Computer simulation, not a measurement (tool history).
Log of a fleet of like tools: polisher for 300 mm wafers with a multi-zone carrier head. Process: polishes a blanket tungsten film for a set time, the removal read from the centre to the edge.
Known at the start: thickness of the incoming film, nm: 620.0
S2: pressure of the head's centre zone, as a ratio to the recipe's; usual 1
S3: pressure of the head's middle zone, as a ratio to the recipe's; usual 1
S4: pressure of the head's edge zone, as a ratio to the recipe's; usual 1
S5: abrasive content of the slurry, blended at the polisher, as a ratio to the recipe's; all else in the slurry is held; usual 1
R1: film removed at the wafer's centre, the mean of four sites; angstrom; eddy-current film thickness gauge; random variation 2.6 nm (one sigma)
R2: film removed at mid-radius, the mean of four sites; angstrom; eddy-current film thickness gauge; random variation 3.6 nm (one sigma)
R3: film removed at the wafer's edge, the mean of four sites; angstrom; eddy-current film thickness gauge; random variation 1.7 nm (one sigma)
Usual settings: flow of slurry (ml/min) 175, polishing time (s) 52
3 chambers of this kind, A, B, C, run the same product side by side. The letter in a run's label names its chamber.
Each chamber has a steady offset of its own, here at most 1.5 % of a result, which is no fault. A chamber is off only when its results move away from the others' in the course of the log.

Run 1C, hour 3.5: usual settings. Result: R1 2531 angstrom, R2 2559.7 angstrom, R3 2538.3 angstrom.
Run 2B, hour 7.5: usual settings. Result: R1 2546.9 angstrom, R2 2546.2 angstrom, R3 2542.7 angstrom.
Run 3A, hour 12.6: usual settings. Result: R1 2550.3 angstrom, R2 2460.2 angstrom, R3 2534.6 angstrom.
At hour 13.1: chamber B: slurry nozzle cleaned.
At hour 15.4: chamber C: worn pad replaced by a new one.
Run 4A, hour 18.1: usual settings. Result: R1 2552.4 angstrom, R2 2475.4 angstrom, R3 2514.3 angstrom.
Run 5C, hour 21.7: usual settings. Result: R1 2570.3 angstrom, R2 2544.9 angstrom, R3 2502.4 angstrom.
Run 6B, hour 24.3: usual settings but polishing time (s) 37. Result: R1 1806.2 angstrom, R2 1809.5 angstrom, R3 1798.5 angstrom.
Run 7B, hour 28.3: usual settings but polishing time (s) 37. Result: R1 1798.7 angstrom, R2 1839.3 angstrom, R3 1805.6 angstrom.
Run 8A, hour 33.6: usual settings but polishing time (s) 37. Result: R1 1788.1 angstrom, R2 1759.9 angstrom, R3 1797.9 angstrom.
At hour 36.7: chamber A: worn pad replaced by a new one.
Run 9C, hour 37.4: usual settings. Result: R1 2564.4 angstrom, R2 2563.2 angstrom, R3 2527.4 angstrom.
Run 10C, hour 41.8: usual settings. Result: R1 2539.8 angstrom, R2 2461.3 angstrom, R3 2526.8 angstrom.
Run 11B, hour 47.2: usual settings. Result: R1 2517.4 angstrom, R2 2549.2 angstrom, R3 2561.1 angstrom.
Run 12A, hour 49.9: usual settings. Result: R1 2526.6 angstrom, R2 2546 angstrom, R3 2523.8 angstrom.
At hour 51.8: chamber B: worn pad replaced by a new one.
At hour 53.4: chamber C: worn pad replaced by a new one.
Run 13C, hour 54.7: usual settings but flow of slurry (ml/min) 150. Result: R1 2435.3 angstrom, R2 2435.2 angstrom, R3 2474.3 angstrom.
At hour 57.8: chamber A: centre zone pressure recalibrated.
Run 14A, hour 58: usual settings but flow of slurry (ml/min) 150. Result: R1 2479.6 angstrom, R2 2399.7 angstrom, R3 2470.7 angstrom.
Run 15B, hour 63.3: usual settings but flow of slurry (ml/min) 150. Result: R1 2462.9 angstrom, R2 2505.4 angstrom, R3 2469.8 angstrom.
Run 16C, hour 68.4: usual settings. Result: R1 2534.8 angstrom, R2 2513.2 angstrom, R3 2531.6 angstrom.
Run 17A, hour 71.9: usual settings but S2 0.89, S4 0.89. Result: R1 2225.1 angstrom, R2 2525.3 angstrom, R3 2382.1 angstrom.
Run 18B, hour 75: usual settings but S2 0.89, S4 0.89. Result: R1 2272.8 angstrom, R2 2511.6 angstrom, R3 2402.8 angstrom.
Run 19A, hour 79.5: usual settings but S2 0.89, S4 0.89. Result: R1 2240.2 angstrom, R2 2490.3 angstrom, R3 2359.8 angstrom.
Run 20B, hour 85.1: usual settings. Result: R1 2536.6 angstrom, R2 2467.6 angstrom, R3 2509.8 angstrom.
Run 21C, hour 89.2: usual settings. Result: R1 2514.6 angstrom, R2 2514.6 angstrom, R3 2500 angstrom.
At hour 90: chamber C: worn pad replaced by a new one.
Run 22A, hour 93.7: usual settings. Result: R1 2523.9 angstrom, R2 2525.3 angstrom, R3 2514 angstrom.
At hour 95.4: chamber A: worn pad replaced by a new one.
Run 23B, hour 99.2: usual settings. Result: R1 2474.4 angstrom, R2 2581 angstrom, R3 2572.4 angstrom.
Run 24C, hour 104.6: usual settings. Result: R1 2569 angstrom, R2 2578.9 angstrom, R3 2536.7 angstrom.
Run 25B, hour 108.3: usual settings. Result: R1 2550.8 angstrom, R2 2594.2 angstrom, R3 2540.7 angstrom.
Run 26A, hour 111.5: usual settings. Result: R1 2509.9 angstrom, R2 2496.5 angstrom, R3 2547.7 angstrom.
Run 27C, hour 117: usual settings but flow of slurry (ml/min) 225, S4 0.94. Result: R1 2653.7 angstrom, R2 2653.3 angstrom, R3 2490.9 angstrom.
Run 28C, hour 119.6: usual settings but flow of slurry (ml/min) 225, S4 0.94. Result: R1 2699.4 angstrom, R2 2676.9 angstrom, R3 2523.3 angstrom.
Run 29B, hour 124.5: usual settings but flow of slurry (ml/min) 225, S4 0.94. Result: R1 2602.1 angstrom, R2 2600.3 angstrom, R3 2521.6 angstrom.
Run 30A, hour 127.1: usual settings. Result: R1 2512.1 angstrom, R2 2461.6 angstrom, R3 2529.3 angstrom.
At hour 127.3: chamber C: worn pad replaced by a new one.
At hour 130.9: chamber B: worn pad replaced by a new one.
Run 31A, hour 131.1: usual settings. Result: R1 2485.1 angstrom, R2 2525.6 angstrom, R3 2537.3 angstrom.
Run 32C, hour 136.4: usual settings. Result: R1 2545 angstrom, R2 2465.7 angstrom, R3 2542.2 angstrom.
Run 33B, hour 140.1: usual settings. Result: R1 2538.6 angstrom, R2 2544.2 angstrom, R3 2518.8 angstrom.
Run 34C, hour 142.9: usual settings but polishing time (s) 44. Result: R1 2130 angstrom, R2 2119.8 angstrom, R3 2142.8 angstrom.
Run 35A, hour 147.1: usual settings but polishing time (s) 44. Result: R1 2104.6 angstrom, R2 2162.1 angstrom, R3 2123.7 angstrom.
Run 36B, hour 150.4: usual settings but polishing time (s) 44. Result: R1 2143.9 angstrom, R2 2148.4 angstrom, R3 2132.6 angstrom.
Run 37B, hour 155.8: usual settings. Result: R1 2535.7 angstrom, R2 2467.3 angstrom, R3 2542.5 angstrom.
At hour 156.5: chamber A: worn pad replaced by a new one.
Run 38C, hour 161.1: usual settings. Result: R1 2537.1 angstrom, R2 2582.8 angstrom, R3 2548.6 angstrom.
Run 39A, hour 163.6: usual settings. Result: R1 2495.6 angstrom, R2 2541.9 angstrom, R3 2533.8 angstrom.
At hour 164.2: chamber C: worn pad replaced by a new one.
Run 40B, hour 168.8: usual settings. Result: R1 2559.3 angstrom, R2 2552.5 angstrom, R3 2526.8 angstrom.
Run 41A, hour 172.6: usual settings. Result: R1 2535 angstrom, R2 2541.3 angstrom, R3 2538.8 angstrom.
Run 42C, hour 177.2: usual settings. Result: R1 2490.9 angstrom, R2 2467.3 angstrom, R3 2548.9 angstrom.
Run 43C, hour 180.5: usual settings but S4 0.94. Result: R1 2568 angstrom, R2 2522.7 angstrom, R3 2432.4 angstrom.
Run 44B, hour 185.1: usual settings but S4 0.94. Result: R1 2501.9 angstrom, R2 2588.4 angstrom, R3 2452.4 angstrom.

What goes on in this fleet: one chamber off, a drifting gauge, or nothing beyond the chambers' own small offsets? Name the chamber and the cause, if any.

No chamber stands off beyond its own small offset, and the gauge holds steady.
